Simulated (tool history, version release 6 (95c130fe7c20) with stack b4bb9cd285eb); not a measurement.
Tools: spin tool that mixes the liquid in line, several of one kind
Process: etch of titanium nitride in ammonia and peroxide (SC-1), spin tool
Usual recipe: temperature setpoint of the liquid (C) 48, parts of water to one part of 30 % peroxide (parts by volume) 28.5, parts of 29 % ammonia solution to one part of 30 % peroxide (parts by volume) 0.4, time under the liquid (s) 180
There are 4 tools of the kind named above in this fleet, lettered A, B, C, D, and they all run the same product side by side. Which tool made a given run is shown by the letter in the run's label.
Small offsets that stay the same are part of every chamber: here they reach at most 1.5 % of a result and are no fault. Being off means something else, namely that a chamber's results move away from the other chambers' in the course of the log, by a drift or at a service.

run,day,temperature setpoint of the liquid (C),parts of water to one part of 30 % peroxide (parts by volume),parts of 29 % ammonia solution to one part of 30 % peroxide (parts by volume),time under the liquid (s),"read-back film thickness of the titanium nitride reference wafer, read on the same gauge (nm)",thickness taken off the titanium nitride on a monitor wafer (angstrom)
1D,0.229,48,28.5,0.4,180,120.01,53.874
2A,0.592,48,28.5,0.4,180,119.98,53.94
3B,0.908,48,28.5,0.4,180,120.02,53.766
# day 1.167: chamber A: thermometer replaced
4C,1.258,48,28.5,0.4,180,119.99,54.299
5D,1.496,43.5,28.5,0.4,180,119.99,38.949
6B,1.712,43.5,28.5,0.4,180,120,38.753
7C,2.033,43.5,28.5,0.4,180,120,39.77
8A,2.221,43.5,28.5,0.4,180,119.99,38.683
9B,2.521,48,28.5,0.4,180,119.99,53.529
10A,2.708,48,28.5,0.4,180,119.98,53.357
11C,2.988,48,28.5,0.4,180,120.02,54.239
12D,3.162,48,28.5,0.4,180,120,53.517
13A,3.512,48,28.5,0.4,180,119.98,53.476
14C,3.846,48,28.5,0.4,180,120.02,55.608
15B,4.183,48,28.5,0.4,180,120,54.16
# day 4.421: chamber B: new drum of ammonia solution connected
16D,4.488,48,28.5,0.4,180,120.01,52.013
17A,4.821,48,15.5,0.4,130,119.97,54.755
18D,4.979,48,15.5,0.4,130,120.01,53.607
# day 5.125: chamber A: new drum of ammonia solution connected
19B,5.221,48,15.5,0.4,130,120.03,55.488
20C,5.567,48,15.5,0.4,130,120.03,56.162
21A,5.779,48,28.5,0.4,180,120,53.113
22C,6.046,48,28.5,0.4,180,119.98,55.083
23D,6.338,48,28.5,0.4,180,119.97,52.284
# day 6.479: chamber C: new drum of ammonia solution connected
24B,6.588,48,28.5,0.4,180,120,53.526
25B,6.75,48,28.5,0.4,180,120.02,53.628
# day 6.904: chamber D: ammonia flow meter replaced
26C,7.008,48,28.5,0.4,180,120.02,54.674
27A,7.321,48,28.5,0.4,180,120.01,53.296
28D,7.688,48,28.5,0.4,180,120.01,52.087
29C,7.858,48,28.5,0.4,180,120,54.597
30B,8.167,48,28.5,0.4,180,120.01,53.827
31A,8.4,48,28.5,0.4,180,119.95,53.423
32D,8.704,48,28.5,0.5,180,120,54.246
33A,8.904,48,28.5,0.5,180,120.03,55.815
34C,9.083,48,28.5,0.5,180,119.99,57.026
35D,9.254,48,28.5,0.5,180,120.01,53.453
36B,9.504,48,28.5,0.4,180,119.96,53.638
37D,9.85,48,28.5,0.4,180,120.03,51.097
38B,10.133,48,28.5,0.4,180,119.96,53.794
39C,10.417,48,28.5,0.4,180,120.02,55.064
40A,10.692,48,28.5,0.4,180,120.01,53.535

Each of the 4 chambers runs these same settings next. Fill in every chamber's results:
41A,10.954,48,28.5,0.4,180,,?
41B,10.954,48,28.5,0.4,180,,?
41C,10.954,48,28.5,0.4,180,,?
41D,10.954,48,28.5,0.4,180,,?

run,thickness taken off the titanium nitride on a monitor wafer (angstrom)
41A,53.58
41B,53.731
41C,54.089
41D,50.858
